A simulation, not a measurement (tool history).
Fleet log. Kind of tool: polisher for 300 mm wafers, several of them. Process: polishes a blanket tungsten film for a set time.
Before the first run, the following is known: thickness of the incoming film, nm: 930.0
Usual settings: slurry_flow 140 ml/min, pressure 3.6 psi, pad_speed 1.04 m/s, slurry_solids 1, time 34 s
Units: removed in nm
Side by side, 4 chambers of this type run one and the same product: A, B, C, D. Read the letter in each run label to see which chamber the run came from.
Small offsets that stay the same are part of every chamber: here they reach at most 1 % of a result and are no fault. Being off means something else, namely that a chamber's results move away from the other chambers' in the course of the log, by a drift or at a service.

{"hour": 0.5, "done": "chamber A: slurry tank refilled with fresh slurry and peroxide"}
{"hour": 2.3, "done": "chamber C: slurry tank refilled with fresh slurry and peroxide"}
{"hour": 3.2, "done": "chamber B: head pressure recalibrated"}
{"run": "1C", "hour": 5.5, "slurry_flow": 140, "pressure": 3.6, "pad_speed": 1.04, "slurry_solids": 1, "time": 34, "removed": 173.65}
{"hour": 8.9, "done": "chamber D: worn pad replaced by a new one"}
{"run": "2D", "hour": 10.7, "slurry_flow": 140, "pressure": 3.6, "pad_speed": 1.04, "slurry_solids": 1, "time": 34, "removed": 170.44}
{"hour": 14.2, "done": "chamber A: worn pad replaced by a new one"}
{"run": "3B", "hour": 14.6, "slurry_flow": 140, "pressure": 3.6, "pad_speed": 1.04, "slurry_solids": 1, "time": 34, "removed": 170.48}
{"hour": 14.9, "done": "chamber C: worn pad replaced by a new one"}
{"run": "4A", "hour": 18.7, "slurry_flow": 140, "pressure": 3.6, "pad_speed": 1.04, "slurry_solids": 1, "time": 34, "removed": 172.88}
{"run": "5D", "hour": 23.0, "slurry_flow": 140, "pressure": 3.6, "pad_speed": 1.04, "slurry_solids": 1, "time": 34, "removed": 173.46}
{"hour": 28.6, "done": "chamber B: worn pad replaced by a new one"}
{"run": "6C", "hour": 29.0, "slurry_flow": 110, "pressure": 3.6, "pad_speed": 1.04, "slurry_solids": 1, "time": 34, "removed": 164.84}
{"hour": 29.9, "done": "chamber A: slurry blender recalibrated"}
{"run": "7B", "hour": 34.0, "slurry_flow": 110, "pressure": 3.6, "pad_speed": 1.04, "slurry_solids": 1, "time": 34, "removed": 165.46}
{"hour": 35.8, "done": "chamber B: slurry tank refilled with fresh slurry and peroxide"}
{"hour": 37.6, "done": "chamber D: slurry nozzle cleaned"}
{"run": "8A", "hour": 37.8, "slurry_flow": 110, "pressure": 3.6, "pad_speed": 1.04, "slurry_solids": 1, "time": 34, "removed": 164.85}
{"run": "9C", "hour": 43.3, "slurry_flow": 110, "pressure": 3.6, "pad_speed": 1.04, "slurry_solids": 1, "time": 34, "removed": 163.84}
{"run": "10A", "hour": 48.4, "slurry_flow": 140, "pressure": 3.6, "pad_speed": 1.04, "slurry_solids": 1, "time": 34, "removed": 173.91}
{"run": "11B", "hour": 53.2, "slurry_flow": 140, "pressure": 3.6, "pad_speed": 1.04, "slurry_solids": 1, "time": 34, "removed": 171.79}
{"run": "12D", "hour": 58.4, "slurry_flow": 140, "pressure": 3.6, "pad_speed": 1.04, "slurry_solids": 1, "time": 34, "removed": 170.95}
{"run": "13A", "hour": 63.4, "slurry_flow": 140, "pressure": 3.6, "pad_speed": 1.04, "slurry_solids": 1, "time": 34, "removed": 172.74}
{"run": "14B", "hour": 66.8, "slurry_flow": 140, "pressure": 3.6, "pad_speed": 1.04, "slurry_solids": 1, "time": 34, "removed": 172.16}
{"run": "15D", "hour": 70.9, "slurry_flow": 140, "pressure": 3.6, "pad_speed": 1.04, "slurry_solids": 1, "time": 28, "removed": 140.6}
{"hour": 74.0, "done": "chamber C: slurry tank refilled with fresh slurry and peroxide"}
{"hour": 75.9, "done": "chamber C: worn pad replaced by a new one"}
{"run": "16C", "hour": 76.9, "slurry_flow": 140, "pressure": 3.6, "pad_speed": 1.04, "slurry_solids": 1, "time": 28, "removed": 143.34}
{"hour": 81.4, "done": "chamber A: slurry tank refilled with fresh slurry and peroxide"}
{"run": "17B", "hour": 82.9, "slurry_flow": 140, "pressure": 3.6, "pad_speed": 1.04, "slurry_solids": 1, "time": 28, "removed": 140.36}
{"hour": 86.2, "done": "chamber B: slurry tank refilled with fresh slurry and peroxide"}
{"run": "18D", "hour": 87.2, "slurry_flow": 140, "pressure": 3.6, "pad_speed": 1.04, "slurry_solids": 1, "time": 28, "removed": 141.32}
{"run": "19A", "hour": 90.1, "slurry_flow": 140, "pressure": 3.6, "pad_speed": 1.04, "slurry_solids": 1, "time": 34, "removed": 168.97}
{"hour": 92.9, "done": "chamber A: worn pad replaced by a new one"}
{"run": "20C", "hour": 95.4, "slurry_flow": 140, "pressure": 3.6, "pad_speed": 1.04, "slurry_solids": 1, "time": 34, "removed": 172.26}
{"hour": 99.3, "done": "chamber B: slurry nozzle cleaned"}
{"run": "21A", "hour": 99.5, "slurry_flow": 140, "pressure": 3.6, "pad_speed": 1.04, "slurry_solids": 1, "time": 34, "removed": 167.57}
{"run": "22C", "hour": 103.6, "slurry_flow": 140, "pressure": 3.6, "pad_speed": 1.04, "slurry_solids": 1, "time": 34, "removed": 173.52}
{"run": "23D", "hour": 109.5, "slurry_flow": 140, "pressure": 3.1, "pad_speed": 1.04, "slurry_solids": 1, "time": 34, "removed": 147.95}
{"run": "24B", "hour": 113.5, "slurry_flow": 140, "pressure": 3.1, "pad_speed": 1.04, "slurry_solids": 1, "time": 34, "removed": 149.18}
{"hour": 114.3, "done": "chamber C: slurry blender recalibrated"}
{"run": "25B", "hour": 117.0, "slurry_flow": 140, "pressure": 3.1, "pad_speed": 1.04, "slurry_solids": 1, "time": 34, "removed": 147.91}
{"hour": 119.5, "done": "chamber D: slurry tank refilled with fresh slurry and peroxide"}
{"run": "26D", "hour": 121.2, "slurry_flow": 140, "pressure": 3.1, "pad_speed": 1.04, "slurry_solids": 1, "time": 34, "removed": 150.14}
{"run": "27C", "hour": 124.0, "slurry_flow": 140, "pressure": 3.6, "pad_speed": 1.04, "slurry_solids": 1, "time": 34, "removed": 173.63}
{"run": "28A", "hour": 127.5, "slurry_flow": 140, "pressure": 3.6, "pad_speed": 1.04, "slurry_solids": 1, "time": 34, "removed": 162.97}
{"hour": 132.2, "done": "chamber C: worn pad replaced by a new one"}
{"hour": 132.4, "done": "chamber C: slurry nozzle cleaned"}
{"hour": 132.6, "done": "chamber B: slurry tank refilled with fresh slurry and peroxide"}
{"run": "29A", "hour": 133.2, "slurry_flow": 140, "pressure": 2.8, "pad_speed": 1.04, "slurry_solids": 1, "time": 34, "removed": 126.09}
{"hour": 134.6, "done": "chamber D: slurry blender recalibrated"}
{"run": "30D", "hour": 137.9, "slurry_flow": 140, "pressure": 2.8, "pad_speed": 1.04, "slurry_solids": 1, "time": 34, "removed": 135.02}
{"hour": 141.9, "done": "chamber B: worn pad replaced by a new one"}
{"run": "31B", "hour": 142.0, "slurry_flow": 140, "pressure": 2.8, "pad_speed": 1.04, "slurry_solids": 1, "time": 34, "removed": 132.88}
{"hour": 143.0, "done": "chamber D: worn pad replaced by a new one"}
{"hour": 143.9, "done": "chamber C: slurry tank refilled with fresh slurry and peroxide"}
{"run": "32C", "hour": 145.2, "slurry_flow": 140, "pressure": 2.8, "pad_speed": 1.04, "slurry_solids": 1, "time": 34, "removed": 134.8}
{"run": "33C", "hour": 148.1, "slurry_flow": 140, "pressure": 3.6, "pad_speed": 1.04, "slurry_solids": 1, "time": 34, "removed": 174.49}
{"run": "34B", "hour": 151.9, "slurry_flow": 140, "pressure": 3.6, "pad_speed": 1.04, "slurry_solids": 1, "time": 34, "removed": 172.71}
{"run": "35A", "hour": 154.7, "slurry_flow": 140, "pressure": 3.6, "pad_speed": 1.04, "slurry_solids": 1, "time": 34, "removed": 160.33}
{"run": "36D", "hour": 158.3, "slurry_flow": 140, "pressure": 3.6, "pad_speed": 1.04, "slurry_solids": 1, "time": 34, "removed": 173.2}
{"run": "37B", "hour": 163.8, "slurry_flow": 140, "pressure": 3.6, "pad_speed": 1.04, "slurry_solids": 1, "time": 34, "removed": 174.64}

What goes on in this fleet: one chamber off, a drifting gauge, or nothing beyond the chambers' own small offsets? Name the chamber and the cause, if any.

Chamber A drifts away from the others.
Most likely cause: slurry flow missing at the pad, % = 36.9.
With only this log, it may be confused with: head's pressure below its setpoint, %; abrasive missing from the slurry, %.

Below are 4 candidate recipes for chamber A's next run, each the usual settings with a change, their results shown as question marks. Which of them brings A's results back in line with what the other chambers give on the usual settings?
To be in line, a result may differ from the other chambers' mean on the usual settings by at most: removed 4.3 nm
{"run": "38A-1", "hour": 168.1, "slurry_flow": 140, "pressure": 3.5, "pad_speed": 1, "slurry_solids": 1, "time": 33, "removed": "?"}
{"run": "38A-2", "hour": 168.1, "slurry_flow": 125, "pressure": 3.6, "pad_speed": 1.04, "slurry_solids": 1, "time": 34, "removed": "?"}
{"run": "38A-3", "hour": 168.1, "slurry_flow": 140, "pressure": 3.7, "pad_speed": 1.04, "slurry_solids": 1, "time": 34, "removed": "?"}
{"run": "38A-4", "hour": 168.1, "slurry_flow": 140, "pressure": 3.8, "pad_speed": 1.04, "slurry_solids": 1, "time": 36, "removed": "?"}

The other chambers' mean on the usual settings: removed 172.89 nm
run=38A-1 removed=141.58
run=38A-2 removed=151
run=38A-3 removed=160.31
run=38A-4 removed=174.26
38A-4 brings the chamber back in line.
